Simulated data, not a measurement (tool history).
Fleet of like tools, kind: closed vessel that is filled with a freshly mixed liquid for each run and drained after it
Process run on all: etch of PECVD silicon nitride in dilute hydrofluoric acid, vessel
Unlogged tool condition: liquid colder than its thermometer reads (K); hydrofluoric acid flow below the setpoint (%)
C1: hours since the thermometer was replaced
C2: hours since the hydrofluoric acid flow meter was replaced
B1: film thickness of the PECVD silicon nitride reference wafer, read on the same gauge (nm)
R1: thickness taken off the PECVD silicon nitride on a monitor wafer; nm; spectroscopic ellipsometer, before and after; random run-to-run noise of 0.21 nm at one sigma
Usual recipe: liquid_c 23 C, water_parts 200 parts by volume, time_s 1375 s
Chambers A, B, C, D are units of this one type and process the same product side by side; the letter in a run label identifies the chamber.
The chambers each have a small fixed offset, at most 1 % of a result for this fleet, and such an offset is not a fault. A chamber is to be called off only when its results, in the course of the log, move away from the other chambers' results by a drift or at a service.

{"run": "1B", "hour": 5.8, "liquid_c": 23, "water_parts": 200, "time_s": 1375, "C1": 1021.2, "C2": 351.4, "B1": 70.003, "R1": 36.852}
{"run": "2D", "hour": 16.4, "liquid_c": 23, "water_parts": 200, "time_s": 1375, "C1": 1403.3, "C2": 988.6, "B1": 69.99, "R1": 36.727}
{"run": "3A", "hour": 22.8, "liquid_c": 23, "water_parts": 200, "time_s": 1375, "C1": 1086.9, "C2": 572.7, "B1": 70.001, "R1": 36.727}
{"run": "4C", "hour": 29.8, "liquid_c": 23, "water_parts": 200, "time_s": 1375, "C1": 328, "C2": 49.5, "B1": 70.004, "R1": 36.601}
{"run": "5D", "hour": 37.6, "liquid_c": 23, "water_parts": 200, "time_s": 1375, "C1": 1424.5, "C2": 1009.8, "B1": 69.981, "R1": 36.396}
{"run": "6C", "hour": 47.3, "liquid_c": 23, "water_parts": 200, "time_s": 1375, "C1": 345.5, "C2": 67, "B1": 69.992, "R1": 36.757}
{"run": "7B", "hour": 54.4, "liquid_c": 23, "water_parts": 200, "time_s": 1375, "C1": 1069.8, "C2": 400, "B1": 70.003, "R1": 36.897}
{"run": "8A", "hour": 65.0, "liquid_c": 23, "water_parts": 200, "time_s": 1375, "C1": 1129.1, "C2": 614.9, "B1": 69.987, "R1": 36.953}
{"run": "9A", "hour": 72.6, "liquid_c": 23, "water_parts": 200, "time_s": 1375, "C1": 1136.7, "C2": 622.5, "B1": 69.991, "R1": 37.218}
{"run": "10C", "hour": 80.6, "liquid_c": 23, "water_parts": 200, "time_s": 1375, "C1": 378.8, "C2": 100.3, "B1": 69.978, "R1": 37.177}
{"run": "11B", "hour": 86.5, "liquid_c": 23, "water_parts": 200, "time_s": 655, "C1": 1101.9, "C2": 432.1, "B1": 70.014, "R1": 17.435}
{"run": "12D", "hour": 92.9, "liquid_c": 23, "water_parts": 200, "time_s": 655, "C1": 1479.8, "C2": 1065.1, "B1": 69.988, "R1": 17.33}
{"run": "13B", "hour": 100.0, "liquid_c": 23, "water_parts": 200, "time_s": 655, "C1": 1115.4, "C2": 445.6, "B1": 69.977, "R1": 17.581}
{"run": "14A", "hour": 107.9, "liquid_c": 23, "water_parts": 200, "time_s": 655, "C1": 1172, "C2": 657.8, "B1": 69.987, "R1": 17.396}
{"run": "15D", "hour": 113.7, "liquid_c": 23, "water_parts": 200, "time_s": 1375, "C1": 1500.6, "C2": 1085.9, "B1": 70.009, "R1": 36.581}
{"run": "16C", "hour": 121.2, "liquid_c": 23, "water_parts": 200, "time_s": 1375, "C1": 419.4, "C2": 140.9, "B1": 70.002, "R1": 37.014}
{"run": "17D", "hour": 129.2, "liquid_c": 23, "water_parts": 200, "time_s": 1375, "C1": 1516.1, "C2": 1101.4, "B1": 70.001, "R1": 36.632}
{"run": "18A", "hour": 136.0, "liquid_c": 23, "water_parts": 200, "time_s": 1375, "C1": 1200.1, "C2": 685.9, "B1": 69.975, "R1": 36.117}
{"run": "19B", "hour": 141.4, "liquid_c": 23, "water_parts": 200, "time_s": 1375, "C1": 1156.8, "C2": 487, "B1": 70.012, "R1": 36.745}
{"run": "20C", "hour": 147.8, "liquid_c": 23, "water_parts": 200, "time_s": 1375, "C1": 446, "C2": 167.5, "B1": 70.023, "R1": 36.694}
{"run": "21D", "hour": 154.9, "liquid_c": 23, "water_parts": 200, "time_s": 1375, "C1": 1541.8, "C2": 1127.1, "B1": 70.017, "R1": 36.546}
{"run": "22B", "hour": 162.9, "liquid_c": 23, "water_parts": 200, "time_s": 1375, "C1": 1178.3, "C2": 508.5, "B1": 70.017, "R1": 36.971}
{"hour": 165.7, "done": "chamber C: thermometer replaced"}
{"hour": 168.4, "done": "chamber D: hydrofluoric acid flow meter replaced"}
{"run": "23C", "hour": 171.4, "liquid_c": 23, "water_parts": 200, "time_s": 1375, "C1": 5.8, "C2": 191.1, "B1": 70.005, "R1": 36.841}
{"run": "24A", "hour": 180.0, "liquid_c": 23, "water_parts": 200, "time_s": 1375, "C1": 1244.1, "C2": 729.9, "B1": 69.98, "R1": 35.508}
{"run": "25D", "hour": 189.5, "liquid_c": 23, "water_parts": 200, "time_s": 1375, "C1": 1576.4, "C2": 21.2, "B1": 69.994, "R1": 36.515}
{"run": "26C", "hour": 198.5, "liquid_c": 23, "water_parts": 200, "time_s": 1375, "C1": 32.9, "C2": 218.2, "B1": 69.984, "R1": 36.833}
{"run": "27A", "hour": 204.3, "liquid_c": 23, "water_parts": 200, "time_s": 1375, "C1": 1268.4, "C2": 754.2, "B1": 70.006, "R1": 35.333}
{"run": "28B", "hour": 213.3, "liquid_c": 23, "water_parts": 200, "time_s": 1375, "C1": 1228.7, "C2": 558.9, "B1": 70.001, "R1": 36.889}
{"run": "29C", "hour": 219.6, "liquid_c": 23, "water_parts": 200, "time_s": 1375, "C1": 54, "C2": 239.3, "B1": 70.011, "R1": 37.042}
{"run": "30A", "hour": 229.3, "liquid_c": 26, "water_parts": 200, "time_s": 1840, "C1": 1293.4, "C2": 779.2, "B1": 69.992, "R1": 56.967}
{"run": "31D", "hour": 234.9, "liquid_c": 26, "water_parts": 200, "time_s": 1840, "C1": 1621.8, "C2": 66.6, "B1": 70.014, "R1": 58.858}
{"run": "32B", "hour": 241.1, "liquid_c": 26, "water_parts": 200, "time_s": 1840, "C1": 1256.5, "C2": 586.7, "B1": 69.988, "R1": 59.897}
{"run": "33B", "hour": 247.8, "liquid_c": 26, "water_parts": 200, "time_s": 1840, "C1": 1263.2, "C2": 593.4, "B1": 70.013, "R1": 58.896}
{"run": "34C", "hour": 252.8, "liquid_c": 23, "water_parts": 200, "time_s": 1375, "C1": 87.2, "C2": 272.5, "B1": 69.958, "R1": 36.905}
{"run": "35A", "hour": 260.6, "liquid_c": 23, "water_parts": 200, "time_s": 1375, "C1": 1324.7, "C2": 810.5, "B1": 69.988, "R1": 34.678}

Next, every chamber runs the same settings. What will each give?
{"run": "36A", "hour": 268.3, "liquid_c": 23, "water_parts": 120, "time_s": 1375, "R1": "?"}
{"run": "36B", "hour": 268.3, "liquid_c": 23, "water_parts": 120, "time_s": 1375, "R1": "?"}
{"run": "36C", "hour": 268.3, "liquid_c": 23, "water_parts": 120, "time_s": 1375, "R1": "?"}
{"run": "36D", "hour": 268.3, "liquid_c": 23, "water_parts": 120, "time_s": 1375, "R1": "?"}

run=36A R1=56.129
run=36B R1=61.624
run=36C R1=60.682
run=36D R1=61.422

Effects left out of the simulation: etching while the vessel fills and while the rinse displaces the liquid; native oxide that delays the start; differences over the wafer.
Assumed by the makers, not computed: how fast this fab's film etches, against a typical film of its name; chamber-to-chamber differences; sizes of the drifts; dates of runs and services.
